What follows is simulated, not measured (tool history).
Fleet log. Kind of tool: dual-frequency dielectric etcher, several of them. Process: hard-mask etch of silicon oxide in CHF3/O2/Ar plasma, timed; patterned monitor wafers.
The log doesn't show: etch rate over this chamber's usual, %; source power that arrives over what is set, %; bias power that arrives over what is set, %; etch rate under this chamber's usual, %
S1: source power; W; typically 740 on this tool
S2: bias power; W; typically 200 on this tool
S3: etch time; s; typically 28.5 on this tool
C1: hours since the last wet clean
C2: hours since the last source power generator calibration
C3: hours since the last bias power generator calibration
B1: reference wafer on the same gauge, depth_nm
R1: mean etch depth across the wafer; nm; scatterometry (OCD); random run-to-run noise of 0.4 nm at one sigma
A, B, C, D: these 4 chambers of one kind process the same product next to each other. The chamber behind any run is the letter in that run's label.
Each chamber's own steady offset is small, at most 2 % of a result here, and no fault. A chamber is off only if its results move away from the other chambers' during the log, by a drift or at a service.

Run 1C, hour 9.0: usual settings; C1 196.4; C2 945.6; C3 233.6; B1 69.765. Result: R1 63.047 nm.
Run 2B, hour 18.5: usual settings; C1 262.8; C2 1394.8; C3 1163.9; B1 69.900. Result: R1 64.384 nm.
Run 3D, hour 26.7: usual settings; C1 107.3; C2 664.9; C3 2572.2; B1 69.645. Result: R1 63.499 nm.
Run 4A, hour 31.9: usual settings; C1 86.4; C2 2375.5; C3 1519.9; B1 69.822. Result: R1 63.081 nm.
Run 5B, hour 37.0: usual settings; C1 281.3; C2 1413.3; C3 1182.4; B1 69.822. Result: R1 64.869 nm.
Run 6C, hour 43.7: usual settings but S1 900 W, S3 21.5 s; C1 231.1; C2 980.3; C3 268.3; B1 69.848. Result: R1 51.973 nm.
Run 7D, hour 52.2: usual settings but S1 900 W, S3 21.5 s; C1 132.8; C2 690.4; C3 2597.7; B1 69.844. Result: R1 51.787 nm.
Run 8A, hour 60.2: usual settings but S1 900 W, S3 21.5 s; C1 114.7; C2 2403.8; C3 1548.2; B1 69.801. Result: R1 51.214 nm.
Run 9C, hour 66.2: usual settings but S1 900 W, S3 21.5 s; C1 253.6; C2 1002.8; C3 290.8; B1 69.806. Result: R1 51.305 nm.
Run 10B, hour 76.8: usual settings; C1 321.1; C2 1453.1; C3 1222.2; B1 69.813. Result: R1 64.545 nm.
Run 11D, hour 83.8: usual settings; C1 164.4; C2 722.0; C3 2629.3; B1 69.796. Result: R1 64.196 nm.
Run 12A, hour 95.1: usual settings; C1 149.6; C2 2438.7; C3 1583.1; B1 69.827. Result: R1 63.177 nm.
Run 13C, hour 101.8: usual settings; C1 289.2; C2 1038.4; C3 326.4; B1 69.819. Result: R1 63.189 nm.
Run 14A, hour 109.0: usual settings but S3 31.5 s; C1 163.5; C2 2452.6; C3 1597.0; B1 69.827. Result: R1 69.869 nm.
Run 15D, hour 117.3: usual settings but S3 31.5 s; C1 197.9; C2 755.5; C3 2662.8; B1 69.845. Result: R1 69.633 nm.
Run 16B, hour 125.6: usual settings but S3 31.5 s; C1 369.9; C2 1501.9; C3 1271.0; B1 69.800. Result: R1 70.582 nm.
Run 17C, hour 135.6: usual settings but S3 31.5 s; C1 323.0; C2 1072.2; C3 360.2; B1 69.725. Result: R1 70.022 nm.
Run 18A, hour 140.9: usual settings; C1 195.4; C2 2484.5; C3 1628.9; B1 69.716. Result: R1 63.767 nm.
At hour 147.0: chamber D: bias power generator calibrated.
Run 19D, hour 151.8: usual settings; C1 232.4; C2 790.0; C3 4.9; B1 69.940. Result: R1 61.619 nm.
Run 20B, hour 162.8: usual settings; C1 407.1; C2 1539.1; C3 1308.2; B1 69.883. Result: R1 64.738 nm.
At hour 168.5: chamber C: wet clean of the chamber.
Run 21C, hour 171.5: usual settings but S2 180 W, S3 31.5 s; C1 3.0; C2 1108.1; C3 396.1; B1 69.791. Result: R1 68.013 nm.
Run 22A, hour 177.4: usual settings but S2 180 W, S3 31.5 s; C1 231.9; C2 2521.0; C3 1665.4; B1 69.711. Result: R1 67.924 nm.
Run 23B, hour 183.0: usual settings but S2 180 W, S3 31.5 s; C1 427.3; C2 1559.3; C3 1328.4; B1 69.799. Result: R1 68.475 nm.
Run 24D, hour 192.4: usual settings but S2 180 W, S3 31.5 s; C1 273.0; C2 830.6; C3 45.5; B1 69.784. Result: R1 64.730 nm.
Run 25B, hour 198.2: usual settings; C1 442.5; C2 1574.5; C3 1343.6; B1 69.761. Result: R1 64.526 nm.
Run 26D, hour 206.3: usual settings; C1 286.9; C2 844.5; C3 59.4; B1 69.884. Result: R1 60.489 nm.
Run 27A, hour 212.9: usual settings; C1 267.4; C2 2556.5; C3 1700.9; B1 69.723. Result: R1 64.082 nm.
Run 28C, hour 222.3: usual settings; C1 53.8; C2 1158.9; C3 446.9; B1 69.861. Result: R1 63.694 nm.
Run 29B, hour 228.6: usual settings; C1 472.9; C2 1604.9; C3 1374.0; B1 69.766. Result: R1 64.119 nm.
Run 30D, hour 239.3: usual settings; C1 319.9; C2 877.5; C3 92.4; B1 69.663. Result: R1 59.717 nm.

Predict what each chamber gives when all 4 of them run the settings below next.
Run 31A, hour 247.4: usual settings. Result: R1 ?.
Run 31B, hour 247.4: usual settings. Result: R1 ?.
Run 31C, hour 247.4: usual settings. Result: R1 ?.
Run 31D, hour 247.4: usual settings. Result: R1 ?.

run      R1
31A  63.963
31B  64.735
31C  63.261
31D  59.590
